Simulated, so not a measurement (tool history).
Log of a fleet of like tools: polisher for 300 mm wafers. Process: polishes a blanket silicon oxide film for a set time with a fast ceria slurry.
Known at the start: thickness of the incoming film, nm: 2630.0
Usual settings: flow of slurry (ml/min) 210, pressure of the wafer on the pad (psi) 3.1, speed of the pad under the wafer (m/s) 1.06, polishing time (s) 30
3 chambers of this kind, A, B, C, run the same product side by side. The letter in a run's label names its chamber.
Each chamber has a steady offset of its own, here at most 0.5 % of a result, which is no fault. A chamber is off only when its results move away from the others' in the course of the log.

run   hour  flow of slurry (ml/min)  pressure of the wafer on the pad (psi)  speed of the pad under the wafer (m/s)  polishing time (s)  wafers polished on this pad  hours since the slurry nozzle was cleaned  hours since the head pressure was calibrated  film removed (nm)
 1B    5.6                      210                                     3.1                                    1.06                  30                          698                                      230.6                                         120.7             600.72
 2C    9.5                      210                                     3.1                                    1.06                  30                          521                                       50.4                                         762.8             614.31
      10.9  -- chamber C: worn pad replaced by a new one
 3A   14.3                      210                                     3.1                                    1.06                  30                          415                                       93.3                                         335.3             613.15
 4A   18.3                      210                                     3.1                                    1.06                  30                          481                                       97.3                                         339.3             598.24
      21.7  -- chamber B: worn pad replaced by a new one
 5B   22.4                      210                                     3.1                                    1.06                  30                           12                                      247.4                                         137.5             595.25
 6C   24.9                      210                                     3.1                                    1.06                  30                          231                                       65.8                                         778.2             593.66
 7C   30.2                      210                                     3.1                                    1.42                  36                          318                                       71.1                                         783.5             976.21
 8A   33.2                      210                                     3.1                                    1.42                  36                          727                                      112.2                                         354.2             978.18
 9B   38.6                      210                                     3.1                                    1.42                  36                          279                                      263.6                                         153.7             974.72
10A   41.3                      210                                     3.1                                    1.06                  30                          860                                      120.3                                         362.3             600.53
11B   45.3                      210                                     3.1                                    1.06                  30                          389                                      270.3                                         160.4              596.7
      48.3  -- chamber C: worn pad replaced by a new one
12C   50.2                      210                                     3.1                                    1.06                  30                           31                                       91.1                                         803.5             600.43
13B   54.6                      210                                     3.1                                    1.06                  30                          542                                      279.6                                         169.7             600.14
14C   58.4                      210                                     3.1                                    1.06                  30                          166                                       99.3                                         811.7             607.46
      60.4  -- chamber A: worn pad replaced by a new one
15A     62                      210                                     3.1                                    1.06                  30                           26                                        141                                           383             601.71
16B   65.1                      210                                     3.1                                    1.06                  30                          715                                      290.1                                         180.2             591.49
17C   68.8                      210                                     3.1                                    1.06                  30                          338                                      109.7                                         822.1             603.12
18A   73.6                      210                                     3.1                                    1.06                  30                          217                                      152.6                                         394.6             607.63
19C   77.1                      210                                     3.1                                    1.06                  30                          474                                        118                                         830.4             604.11
20B   80.4                      210                                     3.1                                    1.06                  30                          967                                      305.4                                         195.5             605.21
21A   83.2                      210                                     3.1                                    1.06                  30                          375                                      162.2                                         404.2              612.9
      84.4  -- chamber C: worn pad replaced by a new one
22C   87.1                      210                                     3.1                                    1.06                  30                           45                                        128                                         840.4              607.8
      88.1  -- chamber A: head pressure recalibrated
23B   89.8                      210                                     3.1                                    1.06                  30                         1122                                      314.8                                         204.9             605.44
      92.7  -- chamber B: worn pad replaced by a new one
24A   92.7                      210                                     3.1                                    1.06                  30                          532                                      171.7                                           4.6             596.54
25B   97.5                      210                                     3.1                                    1.06                  23                           79                                      322.5                                         212.6             467.45
26C  102.4                      210                                     3.1                                    1.06                  23                          297                                      143.3                                         855.7             463.65
27A  105.7                      210                                     3.1                                    1.06                  23                          746                                      184.7                                          17.6             456.66
28A    111                      210                                     3.1                                    1.06                  30                          833                                        190                                          22.9             604.37
29B  114.4                      210                                     3.1                                    1.06                  30                          357                                      339.4                                         229.5             610.17
30C  117.4                      210                                     3.1                                    1.06                  30                          544                                      158.3                                         870.7             597.53
31A  122.1                      210                                     3.1                                    1.06                  40                         1016                                      201.1                                            34             787.17
32B  125.2                      210                                     3.1                                    1.06                  40                          535                                      350.2                                         240.3             785.87

All 3 chambers run these settings next. Forecast each chamber's results:
33A  129.2                      210                                     3.1                                    0.72                  30                                                                                                                                        ?
33B  129.2                      210                                     3.1                                    0.72                  30                                                                                                                                        ?
33C  129.2                      210                                     3.1                                    0.72                  30                                                                                                                                        ?

run  film removed (nm)
33A             400.77
33B             401.38
33C              404.8
